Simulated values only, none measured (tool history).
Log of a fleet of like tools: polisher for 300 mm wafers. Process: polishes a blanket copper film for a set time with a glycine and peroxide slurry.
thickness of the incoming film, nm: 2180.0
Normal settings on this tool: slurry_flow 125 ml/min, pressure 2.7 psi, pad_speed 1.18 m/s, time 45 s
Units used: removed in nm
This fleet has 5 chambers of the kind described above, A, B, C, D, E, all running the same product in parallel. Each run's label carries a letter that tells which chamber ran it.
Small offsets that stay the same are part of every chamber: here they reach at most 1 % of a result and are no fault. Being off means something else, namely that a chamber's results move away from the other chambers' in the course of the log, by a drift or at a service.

run	hour	slurry_flow	pressure	pad_speed	time	removed
1A	4.8	125	2.7	1.18	45	261.7
2E	12.4	125	2.7	1.18	45	254.46
3C	17.3	125	2.7	1.18	45	254.66
4D	25.1	125	2.7	1.18	45	258.88
# hour 27.8: chamber C: worn pad replaced by a new one
5B	31.2	125	2.7	1.18	45	251.47
# hour 33.2: chamber B: worn pad replaced by a new one
# hour 34.5: chamber C: head pressure recalibrated
# hour 35.3: chamber D: worn pad replaced by a new one
6B	35.6	125	2.7	1.18	45	253.84
# hour 37.5: chamber E: worn pad replaced by a new one
7C	41.4	105	2.7	1.18	45	247.01
8D	49.6	105	2.7	1.18	45	248.94
9A	54.8	105	2.7	1.18	45	251.65
10E	64.3	105	2.7	1.18	45	249.88
# hour 65: chamber B: head pressure recalibrated
11E	71.8	105	2.7	1.18	45	245.83
# hour 78.1: chamber D: worn pad replaced by a new one
12D	78.5	125	2.7	1.18	45	254.68
# hour 80.4: chamber B: worn pad replaced by a new one
13B	84.6	125	2.7	1.18	45	255.9
14A	89.9	125	2.7	1.18	45	261.78
# hour 91.5: chamber E: head pressure recalibrated
15C	94.6	125	2.7	1.18	45	253.57
16A	99.1	125	2.7	1.18	45	259.09
# hour 103.9: chamber D: slurry nozzle cleaned
17E	108.7	125	2.7	1.18	45	253.67
# hour 115: chamber D: worn pad replaced by a new one
18D	116.7	125	2.7	1.18	45	258.5
# hour 118.6: chamber E: worn pad replaced by a new one
# hour 119.3: chamber B: worn pad replaced by a new one
# hour 122.3: chamber C: worn pad replaced by a new one
19C	122.9	125	2.7	1.34	45	280.58
20B	128.4	125	2.7	1.34	45	285.17
21C	135.3	125	2.7	1.34	45	286.93
22D	141.1	125	2.7	1.34	45	283.22
23B	147.8	125	2.7	1.34	45	289.11
# hour 153.4: chamber D: worn pad replaced by a new one
24A	156.8	125	2.7	1.18	45	251.33
# hour 159.6: chamber B: worn pad replaced by a new one
25E	165.3	125	2.7	1.18	45	254.33
# hour 165.7: chamber E: slurry nozzle cleaned
26A	174.4	125	2.7	0.92	50	221.61
27D	180.3	125	2.7	0.92	50	228.67
# hour 183.7: chamber E: worn pad replaced by a new one
28B	188.7	125	2.7	0.92	50	231.24
29C	194.1	125	2.7	0.92	50	233.13
30E	201.7	125	2.7	0.92	50	232.5
31C	208.4	125	2.7	1.18	45	250.95
32A	214.6	125	2.7	0.8	45	177.29

Predict what each chamber gives when all 5 of them run the settings below next.
33A	221.5	125	2.7	0.96	45	?
33B	221.5	125	2.7	0.96	45	?
33C	221.5	125	2.7	0.96	45	?
33D	221.5	125	2.7	0.96	45	?
33E	221.5	125	2.7	0.96	45	?

run	removed
33A	201.76
33B	214.89
33C	220.11
33D	215.7
33E	219.14

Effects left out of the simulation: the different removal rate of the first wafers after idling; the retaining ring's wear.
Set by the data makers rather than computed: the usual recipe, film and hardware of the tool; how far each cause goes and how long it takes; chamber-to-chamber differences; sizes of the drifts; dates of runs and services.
